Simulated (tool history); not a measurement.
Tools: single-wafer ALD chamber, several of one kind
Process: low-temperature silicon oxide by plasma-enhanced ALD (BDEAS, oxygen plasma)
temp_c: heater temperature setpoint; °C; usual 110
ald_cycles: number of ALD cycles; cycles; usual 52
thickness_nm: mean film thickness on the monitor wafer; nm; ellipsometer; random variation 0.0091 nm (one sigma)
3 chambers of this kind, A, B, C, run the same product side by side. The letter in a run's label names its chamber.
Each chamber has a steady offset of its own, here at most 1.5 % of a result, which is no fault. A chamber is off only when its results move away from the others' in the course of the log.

run	hour	temp_c	ald_cycles	read-back reference wafer on the same gauge, thickness_nm	thickness_nm
1A	9.1	110	52	8.5189	7.3454
2C	20.3	110	52	8.5190	7.2331
3B	28.3	110	52	8.5131	7.3640
4C	37.7	110	52	8.5121	7.2230
5A	45.6	110	52	8.5120	7.3392
6B	57.0	110	52	8.5079	7.3565
7C	63.8	121	52	8.5125	7.0668
8A	70.1	121	52	8.5060	7.1839
9B	75.4	121	52	8.5044	7.1992
10B	81.1	110	52	8.5055	7.3548
11A	89.7	110	52	8.5051	7.3444
12C	99.9	110	52	8.5009	7.2024
13C	112.0	110	52	8.4980	7.1960
14B	122.8	110	52	8.4989	7.3335
15A	133.8	110	52	8.4942	7.3134
16A	142.1	110	52	8.4958	7.3271
17C	149.0	110	52	8.4943	7.1919
18B	158.7	110	52	8.4900	7.3461
19B	167.3	110	52	8.4904	7.3385
20C	174.0	110	52	8.4872	7.1915
21A	182.2	110	52	8.4896	7.3177
22C	188.9	110	52	8.4848	7.1898
23A	199.7	110	52	8.4855	7.3115
24B	206.0	110	52	8.4830	7.3423
25B	218.0	110	52	8.4766	7.3366
26A	230.1	110	52	8.4776	7.3131

All 3 chambers run these settings next. Forecast each chamber's results:
27A	238.9	110	44		?
27B	238.9	110	44		?
27C	238.9	110	44		?

run	thickness_nm
27A	6.1832
27B	6.1928
27C	6.0735
